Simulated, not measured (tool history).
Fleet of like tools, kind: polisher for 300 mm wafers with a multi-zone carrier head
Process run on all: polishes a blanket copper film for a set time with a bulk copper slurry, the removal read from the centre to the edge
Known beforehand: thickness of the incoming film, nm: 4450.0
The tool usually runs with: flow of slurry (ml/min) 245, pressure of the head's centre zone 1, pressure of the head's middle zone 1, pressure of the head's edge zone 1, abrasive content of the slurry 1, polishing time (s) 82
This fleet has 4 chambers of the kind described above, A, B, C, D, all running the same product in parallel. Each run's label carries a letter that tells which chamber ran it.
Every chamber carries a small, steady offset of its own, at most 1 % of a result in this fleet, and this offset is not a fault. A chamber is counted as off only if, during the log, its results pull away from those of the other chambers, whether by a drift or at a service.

run	day	flow of slurry (ml/min)	pressure of the head's centre zone	pressure of the head's middle zone	pressure of the head's edge zone	abrasive content of the slurry	polishing time (s)	wafers polished on this pad	hours since the slurry nozzle was cleaned	hours since the centre zone pressure was calibrated	hours since the edge zone pressure was calibrated	film removed at the wafer's centre (Å)	film removed at mid-radius (Å)	film removed at the wafer's edge (Å)
# day 0.279: chamber D: worn pad replaced by a new one
# day 0.338: chamber C: centre zone pressure recalibrated
# day 0.479: chamber C: worn pad replaced by a new one
1A	0.488	245	1	1	1	1	82	442	328.7	1051	1211	4500	4472.3	4512.7
# day 0.708: chamber A: edge zone pressure recalibrated
2B	0.817	245	1	1	1	1	82	771	601.8	160	365.4	4542.9	4558.8	4451.1
# day 1.038: chamber B: worn pad replaced by a new one
3D	1.283	245	1	1	1	1	82	271	405.1	982.6	509.8	4482.3	4539	4384.6
4C	1.779	245	1	1	1	1	82	350	71.2	34.7	209	4421.4	4483.1	4440.6
5C	2.208	245	1	1	1	1	82	466	81.5	45	219.3	4483.1	4492.3	4431.3
6A	2.804	245	1	1	1	1	82	1065	384.3	1106.6	50.3	4573.9	4502.2	4486.8
# day 2.896: chamber C: worn pad replaced by a new one
7B	3.133	245	1	1	1	1	82	564	657.4	215.6	421	4486.5	4473.3	4496.3
# day 3.421: chamber A: slurry nozzle cleaned
# day 3.638: chamber D: worn pad replaced by a new one
8D	3.65	245	1	1	1	1	82	4	461.9	1039.4	566.6	4483.8	4483.4	4429.5
# day 3.933: chamber B: slurry nozzle cleaned
9C	3.954	245	1	1	1	1	82	285	123.4	86.9	261.2	4403.3	4473.4	4450.6
# day 4.3: chamber B: worn pad replaced by a new one
10B	4.354	245	1	1	1	1	82	14	10.1	244.9	450.3	4482.7	4495.8	4500.4
# day 4.462: chamber A: worn pad replaced by a new one
11D	4.967	245	1	1	1	1	82	358	493.5	1071	598.2	4532.9	4441.4	4481.8
# day 5.062: chamber D: slurry nozzle cleaned
# day 5.192: chamber C: worn pad replaced by a new one
12A	5.375	245	1	1	1	1	82	245	47	1168.3	112	4593.9	4446.8	4526.5
13D	5.804	245	1	1	1	1	82	583	17.8	1091.1	618.3	4457.3	4490.8	4477.5
14A	6.296	245	1	1	1	1	82	493	69.1	1190.4	134.1	4539.4	4425.5	4534.3
# day 6.471: chamber D: centre zone pressure recalibrated
# day 6.846: chamber D: worn pad replaced by a new one
15C	6.908	245	1	1	1	1	82	463	194.3	157.8	332.1	4367.9	4522.7	4457
# day 6.95: chamber C: slurry nozzle cleaned
# day 7.017: chamber B: worn pad replaced by a new one
# day 7.042: chamber D: edge zone pressure recalibrated
16B	7.383	245	1	1	1	1	82	99	82.8	317.6	523	4466.6	4503.3	4468.5
# day 7.533: chamber C: worn pad replaced by a new one
17B	7.825	245	1	1	1	1	82	218	93.4	328.2	533.6	4526.1	4428.8	4475.9
18A	8.367	245	1	1	1	1	82	1050	118.8	1240.1	183.8	4520.6	4423.6	4484.7
19C	8.942	245	1	0.91	1.11	1	82	379	47.8	206.6	380.9	4464.5	4128	4708.6
# day 9.046: chamber A: worn pad replaced by a new one
20D	9.238	245	1	0.91	1.11	1	82	644	100.2	66.4	52.8	4755.9	4137.3	4772.5
21A	9.612	245	1	0.91	1.11	1	82	153	148.7	1270	213.7	4520.6	4075.1	4828.5
# day 9.629: chamber C: edge zone pressure recalibrated
# day 10.079: chamber C: worn pad replaced by a new one
22C	10.154	245	1	0.91	1.11	1	82	20	76.9	235.7	12.6	4433.5	4139.6	4735
# day 10.379: chamber B: worn pad replaced by a new one
23D	10.604	245	1	1	1	1	82	1012	133	99.2	85.6	4716.4	4514.1	4439.7
# day 10.667: chamber D: worn pad replaced by a new one
24B	11.075	245	1	1	1	1	82	188	171.4	406.2	611.6	4529.7	4479	4485
25D	11.542	245	1	1	1	1	82	235	155.5	121.7	108.1	4723.5	4511.5	4422.1
26C	11.838	245	1	1	1	1	82	473	117.3	276.1	53	4503.1	4515.2	4429.6
27A	12.321	245	1	1	1	1	82	882	213.7	1335	278.7	4502.6	4435.7	4472.5

Which is it: a chamber that has drifted or been left off by a service, a gauge drift common to all chambers, or only each chamber's usual small offset? If a chamber is off, name it and its likeliest cause.

The work done on chamber D during a service left it standing apart from the others.
Cause: centre zone's pressure above its setpoint, % = 5.53.

Here are 4 candidates for chamber D's next run, each the usual settings with a change, their results left as question marks. Which one brings its results back in line with what the others give on the usual settings?
Allowed miss from the other chambers' usual-settings mean, per result, to count as in line: film removed at the wafer's centre (Å) 120; film removed at mid-radius (Å) 130; film removed at the wafer's edge (Å) 110
28D-1	12.779	245	0.99	1	1	1	82					?	?	?
28D-2	12.779	240	0.95	1	1.02	1	82					?	?	?
28D-3	12.779	250	1.05	1	0.98	1	82					?	?	?
28D-4	12.779	245	1.01	1	1	1	82					?	?	?

Usual-settings mean across the other chambers: film removed at the wafer's centre (Å) 4484.9; film removed at mid-radius (Å) 4481; film removed at the wafer's edge (Å) 4473
run	film removed at the wafer's centre (Å)	film removed at mid-radius (Å)	film removed at the wafer's edge (Å)
28D-1	4715.6	4530	4436.1
28D-2	4494.9	4519.6	4474
28D-3	5041.1	4539.4	4397.6
28D-4	4819.6	4529.5	4436.1
28D-2 brings the chamber back in line.
